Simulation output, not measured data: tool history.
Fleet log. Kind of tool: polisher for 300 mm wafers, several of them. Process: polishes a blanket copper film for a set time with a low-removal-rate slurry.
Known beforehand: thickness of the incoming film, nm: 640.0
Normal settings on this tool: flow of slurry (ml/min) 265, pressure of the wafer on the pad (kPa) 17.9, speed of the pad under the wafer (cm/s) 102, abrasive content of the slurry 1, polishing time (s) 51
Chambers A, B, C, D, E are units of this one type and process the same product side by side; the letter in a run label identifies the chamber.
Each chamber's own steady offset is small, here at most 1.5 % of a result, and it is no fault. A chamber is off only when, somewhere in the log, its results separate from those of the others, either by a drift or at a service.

run	day	flow of slurry (ml/min)	pressure of the wafer on the pad (kPa)	speed of the pad under the wafer (cm/s)	abrasive content of the slurry	polishing time (s)	film removed (angstrom)
1E	0.321	265	17.9	102	1	51	1640.8
# day 0.383: chamber C: worn pad replaced by a new one
# day 0.554: chamber B: slurry nozzle cleaned
2B	0.688	265	17.9	102	1	51	1645.4
# day 0.738: chamber B: worn pad replaced by a new one
3A	1.029	265	17.9	102	1	51	1581.2
4C	1.392	265	17.9	102	1	51	1639.8
5D	1.821	265	17.9	102	0.85	51	1526.9
# day 1.858: chamber E: worn pad replaced by a new one
# day 2.004: chamber A: worn pad replaced by a new one
6B	2.375	265	17.9	102	0.85	51	1609.7
7C	2.967	265	17.9	102	0.85	51	1536.1
# day 3.262: chamber D: worn pad replaced by a new one
8A	3.283	265	17.9	102	0.85	51	1513.7
# day 3.442: chamber A: slurry nozzle cleaned
9D	3.575	265	17.9	102	0.85	51	1526.1
# day 3.667: chamber E: head pressure recalibrated
# day 3.921: chamber C: worn pad replaced by a new one
10E	3.942	265	17.9	102	1	51	1595.6
11E	4.396	265	17.9	102	1	51	1575.4
# day 4.483: chamber D: slurry blender recalibrated
# day 4.604: chamber E: slurry blender recalibrated
# day 4.729: chamber B: slurry blender recalibrated
# day 4.875: chamber B: worn pad replaced by a new one
12B	4.904	265	17.9	102	1	51	1642.1
# day 4.921: chamber A: worn pad replaced by a new one
13A	5.225	265	17.9	102	1	51	1575.9
# day 5.446: chamber E: worn pad replaced by a new one
14D	5.746	265	17.9	102	1	51	1625.8
15C	6.258	265	17.9	102	1	51	1629.1
16C	6.775	265	17.9	102	1	51	1661.2
17D	7.358	265	17.9	102	1	51	1588.8
# day 7.475: chamber C: worn pad replaced by a new one
# day 7.779: chamber D: worn pad replaced by a new one
# day 7.888: chamber A: slurry blender recalibrated
18E	7.888	265	17.9	102	1	51	1645.2
# day 8.088: chamber A: head pressure recalibrated
19B	8.162	265	17.9	102	1	51	1661.1
# day 8.529: chamber B: worn pad replaced by a new one
20A	8.642	265	17.9	102	1	51	1578.4
# day 8.671: chamber A: worn pad replaced by a new one
# day 8.979: chamber E: worn pad replaced by a new one
21C	9.058	265	17.9	102	1	51	1598
22D	9.408	265	17.9	102	1	51	1616
23E	9.708	265	17.9	102	1	51	1604.7
24B	10.175	265	17.9	102	1	51	1631.9
25A	10.45	265	17.9	102	1	51	1656.3
# day 10.596: chamber C: worn pad replaced by a new one
26A	10.833	265	17.9	102	1	51	1593.2
# day 11.158: chamber C: head pressure recalibrated
27D	11.208	265	17.9	102	1	51	1584.8
# day 11.375: chamber D: worn pad replaced by a new one
28B	11.804	265	17.9	102	1	51	1623
# day 12.1: chamber A: worn pad replaced by a new one
29C	12.108	265	22.8	102	1.25	51	2093.4
# day 12.446: chamber E: worn pad replaced by a new one
30E	12.458	265	22.8	102	1.25	51	2156.1
# day 12.629: chamber E: slurry blender recalibrated
31E	13.046	265	22.8	102	1.25	51	2226.4
# day 13.358: chamber B: worn pad replaced by a new one
32A	13.542	265	22.8	102	1.25	51	2175.8
33B	14.108	265	22.8	102	1.25	51	2223.2
# day 14.371: chamber C: worn pad replaced by a new one
# day 14.404: chamber D: slurry blender recalibrated
34D	14.704	265	17.9	102	1	51	1577.4
35C	14.996	265	11.7	102	1	51	988.9
36C	15.404	265	11.7	102	1	51	1003.1
# day 15.788: chamber A: worn pad replaced by a new one
37A	15.908	265	11.7	102	1	51	1064.3
# day 16: chamber E: worn pad replaced by a new one
38E	16.446	265	11.7	102	1	51	1034.2

Next, every chamber runs the same settings. What will each give?
39A	16.896	265	17.9	102	1	51	?
39B	16.896	265	17.9	102	1	51	?
39C	16.896	265	17.9	102	1	51	?
39D	16.896	265	17.9	102	1	51	?
39E	16.896	265	17.9	102	1	51	?

run	film removed (angstrom)
39A	1639.7
39B	1615.1
39C	1449.9
39D	1612.6
39E	1623.2
